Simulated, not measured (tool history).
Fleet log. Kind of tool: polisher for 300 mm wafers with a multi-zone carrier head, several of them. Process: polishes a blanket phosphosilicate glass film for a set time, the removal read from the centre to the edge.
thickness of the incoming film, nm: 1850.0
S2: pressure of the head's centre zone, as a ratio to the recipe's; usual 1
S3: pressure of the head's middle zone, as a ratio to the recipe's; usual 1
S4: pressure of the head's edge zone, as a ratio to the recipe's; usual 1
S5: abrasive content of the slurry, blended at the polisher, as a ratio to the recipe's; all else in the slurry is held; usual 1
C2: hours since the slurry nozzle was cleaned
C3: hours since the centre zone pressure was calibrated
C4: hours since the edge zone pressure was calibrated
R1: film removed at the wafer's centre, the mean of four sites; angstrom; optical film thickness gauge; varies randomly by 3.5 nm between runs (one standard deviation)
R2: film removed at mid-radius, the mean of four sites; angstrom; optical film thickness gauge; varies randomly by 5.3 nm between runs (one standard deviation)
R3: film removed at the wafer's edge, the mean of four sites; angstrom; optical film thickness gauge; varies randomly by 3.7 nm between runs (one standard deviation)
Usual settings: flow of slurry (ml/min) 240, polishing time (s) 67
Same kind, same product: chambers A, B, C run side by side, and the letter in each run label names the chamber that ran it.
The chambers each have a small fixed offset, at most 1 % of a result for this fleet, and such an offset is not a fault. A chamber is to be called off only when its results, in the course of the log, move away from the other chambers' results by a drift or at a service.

run 1B hour=3.1 | flow_of_slurry_(ml/min)=240 S2=1 S3=1 S4=1 S5=1 polishing_time_(s)=67 | wafers_polished_on_this_pad=197 C2=88.1 C3=43.1 C4=457.8 | R1=3642.8 R2=3625.3 R3=3641.8
run 2A hour=6.1 | flow_of_slurry_(ml/min)=240 S2=1 S3=1 S4=1 S5=1 polishing_time_(s)=67 | wafers_polished_on_this_pad=644 C2=105.3 C3=652.8 C4=381.6 | R1=3701.8 R2=3633.9 R3=3705
run 3C hour=10.2 | flow_of_slurry_(ml/min)=240 S2=1 S3=1 S4=1 S5=1 polishing_time_(s)=67 | wafers_polished_on_this_pad=839 C2=354.4 C3=903.6 C4=164.8 | R1=3603.7 R2=3685.9 R3=3640.3
run 4B hour=13.6 | flow_of_slurry_(ml/min)=240 S2=1 S3=1 S4=1 S5=1 polishing_time_(s)=67 | wafers_polished_on_this_pad=283 C2=98.6 C3=53.6 C4=468.3 | R1=3715.9 R2=3617.2 R3=3647.6
run 5A hour=16.1 | flow_of_slurry_(ml/min)=240 S2=0.91 S3=1 S4=1 S5=1.25 polishing_time_(s)=67 | wafers_polished_on_this_pad=726 C2=115.3 C3=662.8 C4=391.6 | R1=3642.3 R2=3958.6 R3=4017.3
run 6C hour=18.9 | flow_of_slurry_(ml/min)=240 S2=0.91 S3=1 S4=1 S5=1.25 polishing_time_(s)=67 | wafers_polished_on_this_pad=910 C2=363.1 C3=912.3 C4=173.5 | R1=3605.1 R2=4170.1 R3=4064.2
run 7A hour=22.7 | flow_of_slurry_(ml/min)=240 S2=0.91 S3=1 S4=1 S5=1.25 polishing_time_(s)=67 | wafers_polished_on_this_pad=780 C2=121.9 C3=669.4 C4=398.2 | R1=3638.7 R2=4024.9 R3=4044.6
run 8C hour=26.5 | flow_of_slurry_(ml/min)=240 S2=1 S3=1 S4=1 S5=1 polishing_time_(s)=67 | wafers_polished_on_this_pad=972 C2=370.7 C3=919.9 C4=181.1 | R1=3704.4 R2=3699.9 R3=3601.3
run 9B hour=31.2 | flow_of_slurry_(ml/min)=240 S2=1 S3=1 S4=1 S5=1 polishing_time_(s)=67 | wafers_polished_on_this_pad=427 C2=116.2 C3=71.2 C4=485.9 | R1=3593.2 R2=3598 R3=3673.8
run 10A hour=35.4 | flow_of_slurry_(ml/min)=240 S2=1 S3=1 S4=1 S5=1 polishing_time_(s)=67 | wafers_polished_on_this_pad=883 C2=134.6 C3=682.1 C4=410.9 | R1=3696.9 R2=3652.2 R3=3600.5
run 11B hour=40 | flow_of_slurry_(ml/min)=240 S2=1 S3=1 S4=1 S5=1 polishing_time_(s)=67 | wafers_polished_on_this_pad=499 C2=125 C3=80 C4=494.7 | R1=3605.6 R2=3602 R3=3598.8
run 12C hour=42.6 | flow_of_slurry_(ml/min)=240 S2=1 S3=1 S4=1 S5=0.9 polishing_time_(s)=67 | wafers_polished_on_this_pad=1104 C2=386.8 C3=936 C4=197.2 | R1=3517.1 R2=3542.1 R3=3482.7
-- hour=44.6 chamber A: worn pad replaced by a new one
run 13A hour=46.9 | flow_of_slurry_(ml/min)=240 S2=1 S3=1 S4=1 S5=0.9 polishing_time_(s)=67 | wafers_polished_on_this_pad=19 C2=146.1 C3=693.6 C4=422.4 | R1=3509.9 R2=3429.6 R3=3426.3
run 14C hour=50.7 | flow_of_slurry_(ml/min)=240 S2=1 S3=1 S4=1 S5=0.9 polishing_time_(s)=67 | wafers_polished_on_this_pad=1170 C2=394.9 C3=944.1 C4=205.3 | R1=3446.4 R2=3459.8 R3=3400.6
run 15B hour=53 | flow_of_slurry_(ml/min)=240 S2=1 S3=1 S4=1 S5=1 polishing_time_(s)=67 | wafers_polished_on_this_pad=605 C2=138 C3=93 C4=507.7 | R1=3525.7 R2=3490.3 R3=3667.9
run 16B hour=55.1 | flow_of_slurry_(ml/min)=240 S2=1 S3=1 S4=1 S5=1 polishing_time_(s)=67 | wafers_polished_on_this_pad=622 C2=140.1 C3=95.1 C4=509.8 | R1=3462.7 R2=3542 R3=3558.5
-- hour=56.5 chamber C: worn pad replaced by a new one
run 17C hour=59.1 | flow_of_slurry_(ml/min)=240 S2=1 S3=1 S4=1 S5=1 polishing_time_(s)=67 | wafers_polished_on_this_pad=21 C2=403.3 C3=952.5 C4=213.7 | R1=3677 R2=3807.9 R3=3622.3
run 18A hour=62.5 | flow_of_slurry_(ml/min)=240 S2=1 S3=1 S4=1 S5=1 polishing_time_(s)=67 | wafers_polished_on_this_pad=146 C2=161.7 C3=709.2 C4=438 | R1=3596.2 R2=3688.9 R3=3738.4
run 19B hour=65.8 | flow_of_slurry_(ml/min)=240 S2=1 S3=1 S4=1 S5=1 polishing_time_(s)=67 | wafers_polished_on_this_pad=710 C2=150.8 C3=105.8 C4=520.5 | R1=3507.3 R2=3532.8 R3=3597
run 20C hour=68.4 | flow_of_slurry_(ml/min)=240 S2=1 S3=1 S4=1 S5=1 polishing_time_(s)=67 | wafers_polished_on_this_pad=97 C2=412.6 C3=961.8 C4=223 | R1=3651.2 R2=3717 R3=3647.6
-- hour=70.2 chamber C: centre zone pressure recalibrated
run 21A hour=70.7 | flow_of_slurry_(ml/min)=240 S2=1 S3=1 S4=1 S5=1 polishing_time_(s)=67 | wafers_polished_on_this_pad=213 C2=169.9 C3=717.4 C4=446.2 | R1=3728.5 R2=3630.9 R3=3655.5
run 22A hour=75 | flow_of_slurry_(ml/min)=240 S2=1.1 S3=1 S4=1 S5=1.1 polishing_time_(s)=67 | wafers_polished_on_this_pad=248 C2=174.2 C3=721.7 C4=450.5 | R1=4265.5 R2=3759.5 R3=3847.4
run 23C hour=79.4 | flow_of_slurry_(ml/min)=240 S2=1.1 S3=1 S4=1 S5=1.1 polishing_time_(s)=67 | wafers_polished_on_this_pad=187 C2=423.6 C3=9.3 C4=234 | R1=4280.1 R2=3779.8 R3=3803.8
run 24B hour=83.4 | flow_of_slurry_(ml/min)=240 S2=1.1 S3=1 S4=1 S5=1.1 polishing_time_(s)=67 | wafers_polished_on_this_pad=854 C2=168.4 C3=123.4 C4=538.1 | R1=3860.6 R2=3601.6 R3=3680.1
run 25C hour=86.4 | flow_of_slurry_(ml/min)=240 S2=1 S3=1 S4=1 S5=1 polishing_time_(s)=67 | wafers_polished_on_this_pad=245 C2=430.6 C3=16.3 C4=241 | R1=3675.3 R2=3749.1 R3=3640.4
run 26A hour=89 | flow_of_slurry_(ml/min)=240 S2=1 S3=1 S4=0.91 S5=1 polishing_time_(s)=57 | wafers_polished_on_this_pad=363 C2=188.2 C3=735.7 C4=464.5 | R1=3140.4 R2=3089 R3=2961
run 27B hour=93.9 | flow_of_slurry_(ml/min)=240 S2=1 S3=1 S4=0.91 S5=1 polishing_time_(s)=57 | wafers_polished_on_this_pad=940 C2=178.9 C3=133.9 C4=548.6 | R1=2904 R2=2905.3 R3=2802.6

Decide between three cases: one chamber stands off from its peers, the gauge reading all wafers drifts, or nothing is wrong past each chamber's small offset. Where a chamber is off, say which and what most likely put it there.

One chamber, B, drifts off from the rest bit by bit.
Most likely cause: slurry flow missing at the pad, % = 39.6.
The log may not separate it from: removal rate lost through wear of the pad, %.

Chamber B could run next with any of the 4 candidate recipes listed below; each alters the usual settings, and their results appear as question marks. Which one brings its results back in line with what the other chambers deliver on the usual settings?
Maximum distance from the other chambers' mean on the usual settings for a result to count as in line: R1 120 angstrom; R2 190 angstrom; R3 130 angstrom
run 28B-1 hour=97.4 | flow_of_slurry_(ml/min)=225 S2=0.96 S3=0.96 S4=1.04 S5=0.95 polishing_time_(s)=61 | R1=? R2=? R3=?
run 28B-2 hour=97.4 | flow_of_slurry_(ml/min)=255 S2=1.05 S3=1.04 S4=0.96 S5=1.05 polishing_time_(s)=74 | R1=? R2=? R3=?
run 28B-3 hour=97.4 | flow_of_slurry_(ml/min)=230 S2=0.97 S3=0.98 S4=1.02 S5=1 polishing_time_(s)=63 | R1=? R2=? R3=?
run 28B-4 hour=97.4 | flow_of_slurry_(ml/min)=250 S2=1.03 S3=1.02 S4=0.98 S5=1 polishing_time_(s)=71 | R1=? R2=? R3=?

On the usual settings, the other chambers give on average: R1 3659.9 angstrom; R2 3661.3 angstrom; R3 3650.3 angstrom
run=28B-1 R1=2785.1 R2=2839.2 R3=3112.2
run=28B-2 R1=4014.4 R2=3971.9 R3=3848.1
run=28B-3 R1=2994.1 R2=3072.3 R3=3265.5
run=28B-4 R1=3674.5 R2=3650.3 R3=3643.6
Change 28B-4 lands the chamber within the allowed miss of the other chambers.
